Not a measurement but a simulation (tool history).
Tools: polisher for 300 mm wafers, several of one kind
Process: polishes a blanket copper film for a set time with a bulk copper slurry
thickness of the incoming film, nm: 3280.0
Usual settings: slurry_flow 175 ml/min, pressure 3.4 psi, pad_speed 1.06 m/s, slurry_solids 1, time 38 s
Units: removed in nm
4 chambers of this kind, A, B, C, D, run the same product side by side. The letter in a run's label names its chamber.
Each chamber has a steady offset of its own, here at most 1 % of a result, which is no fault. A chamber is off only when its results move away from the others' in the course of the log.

Run 1C, hour 13.9: usual settings. Result: removed 387.26 nm.
At hour 19.9: chamber B: head pressure recalibrated.
Run 2D, hour 24.6: usual settings. Result: removed 384.34 nm.
At hour 28: chamber C: slurry nozzle cleaned.
Run 3A, hour 40.4: usual settings. Result: removed 383.35 nm.
At hour 50.1: chamber D: slurry blender recalibrated.
Run 4B, hour 54.6: usual settings. Result: removed 383.9 nm.
At hour 56: chamber B: slurry blender recalibrated.
At hour 56.2: chamber A: worn pad replaced by a new one.
At hour 66.1: chamber A: head pressure recalibrated.
Run 5A, hour 68: usual settings. Result: removed 388.34 nm.
Run 6C, hour 76.3: usual settings. Result: removed 388.9 nm.
Run 7B, hour 90.9: usual settings. Result: removed 381.76 nm.
Run 8D, hour 99.2: usual settings. Result: removed 392.24 nm.
Run 9A, hour 106.7: usual settings. Result: removed 386.47 nm.
Run 10B, hour 114.9: usual settings. Result: removed 374.21 nm.
Run 11D, hour 122.8: usual settings. Result: removed 389.3 nm.
At hour 123.9: chamber B: worn pad replaced by a new one.
Run 12C, hour 138.3: usual settings. Result: removed 388.79 nm.
Run 13B, hour 153.6: usual settings. Result: removed 381.44 nm.
Run 14D, hour 161.3: usual settings. Result: removed 392.04 nm.
Run 15C, hour 168.6: usual settings but slurry_flow 210 ml/min, pressure 3 psi. Result: removed 354.68 nm.
At hour 172: chamber B: slurry nozzle cleaned.
At hour 175.1: chamber A: slurry blender recalibrated.
Run 16A, hour 183.2: usual settings but slurry_flow 210 ml/min, pressure 3 psi. Result: removed 354.24 nm.
Run 17D, hour 191.7: usual settings but slurry_flow 210 ml/min, pressure 3 psi. Result: removed 355.5 nm.
At hour 197.2: chamber A: worn pad replaced by a new one.
At hour 197.6: chamber D: worn pad replaced by a new one.
At hour 203.8: chamber C: worn pad replaced by a new one.
Run 18A, hour 205.1: usual settings but slurry_flow 210 ml/min, pressure 3 psi. Result: removed 352.91 nm.
Run 19C, hour 220.4: usual settings but slurry_flow 230 ml/min, pressure 3 psi. Result: removed 354.1 nm.
Run 20B, hour 230.7: usual settings but slurry_flow 230 ml/min, pressure 3 psi. Result: removed 354.18 nm.
At hour 241.4: chamber B: slurry blender recalibrated.
Run 21C, hour 241.6: usual settings but slurry_flow 230 ml/min, pressure 3 psi. Result: removed 358.39 nm.
Run 22B, hour 255.6: usual settings but slurry_flow 230 ml/min, pressure 3 psi. Result: removed 350.85 nm.
Run 23A, hour 267.7: usual settings. Result: removed 385.61 nm.
Run 24D, hour 278.7: usual settings. Result: removed 406.29 nm.
Run 25B, hour 291.5: usual settings. Result: removed 389.44 nm.
At hour 294.4: chamber D: slurry blender recalibrated.
Run 26D, hour 298.3: usual settings. Result: removed 405.05 nm.
At hour 312.8: chamber A: slurry nozzle cleaned.
Run 27C, hour 314.1: usual settings. Result: removed 390.37 nm.
Run 28A, hour 326.6: usual settings. Result: removed 389.51 nm.
At hour 339.7: chamber B: worn pad replaced by a new one.
Run 29B, hour 341.7: usual settings. Result: removed 391.65 nm.

What goes on in this fleet: one chamber off, a drifting gauge, or nothing beyond the chambers' own small offsets? Name the chamber and the cause, if any.

Chamber D drifts away from the others.
Cause: head's pressure above its setpoint, % = 5.69.

Here are 4 candidates for chamber D's next run, each the usual settings with a change, their results left as question marks. Which one brings its results back in line with what the others give on the usual settings?
In line means no further than this from the other chambers' mean on the usual settings: removed 13 nm
Run 30D-1, hour 353.1: usual settings but pressure 3.6 psi, time 40 s. Result: removed ?.
Run 30D-2, hour 353.1: usual settings but pad_speed 1.02 m/s, time 37 s. Result: removed ?.
Run 30D-3, hour 353.1: usual settings but pressure 3.5 psi, pad_speed 1.08 m/s. Result: removed ?.
Run 30D-4, hour 353.1: usual settings but pressure 3.2 psi, pad_speed 1 m/s. Result: removed ?.

The other chambers' mean on the usual settings: removed 385.68 nm
  run  removed
30D-1   454.38
30D-2   381.52
30D-3   427.54
30D-4   361.17
30D-2 brings the chamber back in line.
